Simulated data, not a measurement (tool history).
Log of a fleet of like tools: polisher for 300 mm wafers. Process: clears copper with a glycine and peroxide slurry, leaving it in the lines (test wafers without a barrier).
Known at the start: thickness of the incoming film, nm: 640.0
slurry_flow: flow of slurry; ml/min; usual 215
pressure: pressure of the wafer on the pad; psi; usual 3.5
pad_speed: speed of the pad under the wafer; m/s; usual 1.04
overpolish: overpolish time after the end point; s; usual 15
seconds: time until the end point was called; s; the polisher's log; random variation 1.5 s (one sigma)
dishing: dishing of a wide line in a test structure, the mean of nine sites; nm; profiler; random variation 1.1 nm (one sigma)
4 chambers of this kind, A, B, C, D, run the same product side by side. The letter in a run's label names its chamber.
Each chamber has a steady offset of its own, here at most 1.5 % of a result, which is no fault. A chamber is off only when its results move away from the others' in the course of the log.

| run | hour | slurry_flow | pressure | pad_speed | overpolish | wafers polished on this pad | hours since the slurry nozzle was cleaned | hours since the head pressure was calibrated | seconds | dishing |
|---|---|---|---|---|---|---|---|---|---|---|
| 1C | 8 | 215 | 3.5 | 1.04 | 15 | 642 | 556.4 | 551.1 | 108.42 | 49.371 |
|  | 10.6 | chamber A: slurry nozzle cleaned |
|  | 12.7 | chamber D: worn pad replaced by a new one |
|  | 13.2 | chamber B: worn pad replaced by a new one |
| 2A | 15.8 | 215 | 3.5 | 1.04 | 15 | 705 | 5.2 | 414.1 | 109.26 | 48.951 |
|  | 17 | chamber A: worn pad replaced by a new one |
| 3D | 22.2 | 215 | 3.5 | 1.04 | 15 | 72 | 179.7 | 321.1 | 109.51 | 49.501 |
| 4B | 30.1 | 215 | 3.5 | 1.04 | 15 | 127 | 427.3 | 458.1 | 109.69 | 49.713 |
| 5B | 35.4 | 215 | 3.5 | 1.04 | 15 | 168 | 432.6 | 463.4 | 111.45 | 49.169 |
| 6D | 44.4 | 215 | 3.5 | 1.04 | 15 | 240 | 201.9 | 343.3 | 109.6 | 48.912 |
| 7C | 51.9 | 180 | 3.5 | 1.04 | 23 | 974 | 600.3 | 595 | 111.6 | 65.013 |
| 8A | 57.4 | 180 | 3.5 | 1.04 | 23 | 305 | 46.8 | 455.7 | 112.09 | 61.989 |
| 9C | 64.9 | 180 | 3.5 | 1.04 | 23 | 1072 | 613.3 | 608 | 109.33 | 65.066 |
| 10A | 73.8 | 180 | 3.5 | 1.04 | 23 | 429 | 63.2 | 472.1 | 112.8 | 66.865 |
| 11B | 84.2 | 215 | 4.7 | 1.04 | 15 | 537 | 481.4 | 512.2 | 83.877 | 56.845 |
| 12D | 91.3 | 215 | 4.7 | 1.04 | 15 | 595 | 248.8 | 390.2 | 85.479 | 59.893 |
| 13C | 96.2 | 215 | 4.7 | 1.04 | 15 | 1309 | 644.6 | 639.3 | 82.175 | 59.206 |
|  | 98.6 | chamber C: worn pad replaced by a new one |
| 14B | 101.8 | 215 | 4.7 | 1.04 | 15 | 670 | 499 | 529.8 | 82.657 | 59.16 |
|  | 107.7 | chamber A: worn pad replaced by a new one |
| 15A | 111.8 | 215 | 3.5 | 1.04 | 15 | 31 | 101.2 | 510.1 | 110.48 | 49.114 |
| 16D | 120.9 | 215 | 3.5 | 1.04 | 15 | 818 | 278.4 | 419.8 | 109.62 | 50.226 |
| 17B | 130.6 | 215 | 3.5 | 1.04 | 15 | 887 | 527.8 | 558.6 | 107.9 | 48.572 |
| 18A | 137.1 | 180 | 3.5 | 1.04 | 15 | 222 | 126.5 | 535.4 | 110.08 | 48.989 |
| 19C | 147.5 | 180 | 3.5 | 1.04 | 15 | 370 | 695.9 | 690.6 | 110.33 | 48.963 |
| 20D | 157.8 | 180 | 3.5 | 1.04 | 15 | 1098 | 315.3 | 456.7 | 109.22 | 50.588 |
| 21A | 162.6 | 180 | 3.5 | 1.04 | 15 | 415 | 152 | 560.9 | 112.6 | 49.035 |
| 22C | 172.6 | 160 | 3.5 | 0.92 | 15 | 559 | 721 | 715.7 | 125.91 | 45.17 |
| 23D | 180.6 | 160 | 3.5 | 0.92 | 15 | 1270 | 338.1 | 479.5 | 122.96 | 47.365 |
| 24B | 189.8 | 160 | 3.5 | 0.92 | 15 | 1335 | 587 | 617.8 | 125.68 | 45.336 |
|  | 190.1 | chamber D: worn pad replaced by a new one |
| 25C | 196.7 | 160 | 3.5 | 0.92 | 15 | 742 | 745.1 | 739.8 | 125.31 | 45.015 |
| 26D | 201.7 | 215 | 3.5 | 1.04 | 10 | 88 | 359.2 | 500.6 | 108.66 | 36.954 |
|  | 202 | chamber A: worn pad replaced by a new one |
| 27B | 211.6 | 215 | 3.5 | 1.04 | 10 | 1500 | 608.8 | 639.6 | 108.88 | 37.941 |
| 28A | 218.8 | 215 | 3.5 | 1.04 | 10 | 127 | 208.2 | 617.1 | 108.01 | 36.985 |
| 29D | 225.6 | 215 | 3.5 | 1.04 | 10 | 269 | 383.1 | 524.5 | 107.99 | 35.992 |

Is one chamber off against the others, does the gauge drift, or is nothing wrong? If a chamber is off, say which, and what the likeliest cause is.

No chamber stands off beyond its own small offset, and the gauge holds steady.

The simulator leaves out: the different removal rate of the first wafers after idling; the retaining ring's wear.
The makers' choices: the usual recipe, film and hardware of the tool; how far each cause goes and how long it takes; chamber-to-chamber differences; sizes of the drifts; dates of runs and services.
